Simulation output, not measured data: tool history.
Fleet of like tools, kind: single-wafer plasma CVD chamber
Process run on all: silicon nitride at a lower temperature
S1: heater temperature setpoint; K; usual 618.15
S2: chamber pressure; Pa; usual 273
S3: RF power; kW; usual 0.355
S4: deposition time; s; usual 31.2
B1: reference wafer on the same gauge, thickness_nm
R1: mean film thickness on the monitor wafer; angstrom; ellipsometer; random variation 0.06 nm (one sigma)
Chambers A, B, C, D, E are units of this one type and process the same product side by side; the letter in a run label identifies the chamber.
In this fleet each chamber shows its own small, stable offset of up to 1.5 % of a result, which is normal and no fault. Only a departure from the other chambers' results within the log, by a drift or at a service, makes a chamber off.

run   hour      S1   S2     S3    S4      B1      R1
 1B    7.7  618.15  273  0.355  31.2  50.213  434.65
 2D   15.6  618.15  273  0.355  31.2  50.224  440.31
 3C   22.7  618.15  273  0.355  31.2  50.233  439.06
      28.5  -- chamber D: capacitance manometer re-zeroed and calibrated
 4E   29.4  618.15  273  0.355  31.2  50.238  432.55
 5A   35.4  618.15  273  0.355  31.2  50.239  435.75
 6B   39.9  618.15  273  0.355  31.2  50.243  434.26
 7D   43.5  618.15  273  0.355  31.2  50.254  440.62
 8E   47.5  618.15  273  0.355  31.2  50.266  431.26
 9C   55.6  618.15  273  0.355  31.2  50.262  439.89
10A   60.5  618.15  273  0.355  31.2  50.268  436.13
11E   65.0  618.15  273  0.355  31.2  50.255  433.11
12B   71.9  618.15  273  0.355  31.2  50.291  435.00
13A   79.6  618.15  273  0.355  31.2  50.298  435.81
14C   83.9  618.15  273  0.355  25.9  50.300  365.16
15D   87.7  618.15  273  0.355  25.9  50.290  366.11
16B   91.7  618.15  273  0.355  25.9  50.296  361.02
17A   97.6  618.15  273  0.355  25.9  50.306  362.03
18D  101.9  618.15  273  0.355  25.9  50.322  366.72
19E  107.3  618.15  273  0.355  31.2  50.325  432.11
20C  111.0  618.15  213  0.355  31.2  50.319  409.92
21B  117.5  618.15  213  0.355  31.2  50.343  408.20
22D  125.4  618.15  213  0.355  31.2  50.357  411.84
23A  133.5  618.15  213  0.355  31.2  50.358  407.52
24E  141.2  618.15  213  0.355  31.2  50.387  404.29
25C  148.4  618.15  273  0.355  31.2  50.366  439.17
26D  155.4  618.15  273  0.355  31.2  50.375  440.74
27B  160.5  618.15  273  0.355  31.2  50.385  435.59
28A  167.0  618.15  273  0.355  26.1  50.410  365.38
29C  171.8  618.15  273  0.355  26.1  50.388  368.75
30E  179.8  618.15  273  0.355  26.1  50.413  363.41
31D  184.1  618.15  273  0.355  26.1  50.413  369.41
32C  188.5  618.15  273  0.355  26.1  50.424  368.43
33B  194.2  618.15  273  0.355  31.2  50.412  435.67
34E  200.2  618.15  331  0.355  31.2  50.441  454.58
35A  207.4  618.15  331  0.355  31.2  50.432  457.19
36A  214.5  618.15  331  0.355  31.2  50.441  457.88
37E  220.5  618.15  331  0.355  31.2  50.443  456.00
38D  227.6  618.15  331  0.355  31.2  50.465  463.68
39C  232.1  618.15  273  0.355  31.2  50.482  440.14
40B  235.6  625.15  273  0.355  31.2  50.462  435.91

Decide between three cases: one chamber stands off from its peers, the gauge reading all wafers drifts, or nothing is wrong past each chamber's small offset. Where a chamber is off, say which and what most likely put it there.

Gauge drift. The chambers move together only on paper, and none stands off.
Likeliest cause: gauge reads high (%) = 0.56.

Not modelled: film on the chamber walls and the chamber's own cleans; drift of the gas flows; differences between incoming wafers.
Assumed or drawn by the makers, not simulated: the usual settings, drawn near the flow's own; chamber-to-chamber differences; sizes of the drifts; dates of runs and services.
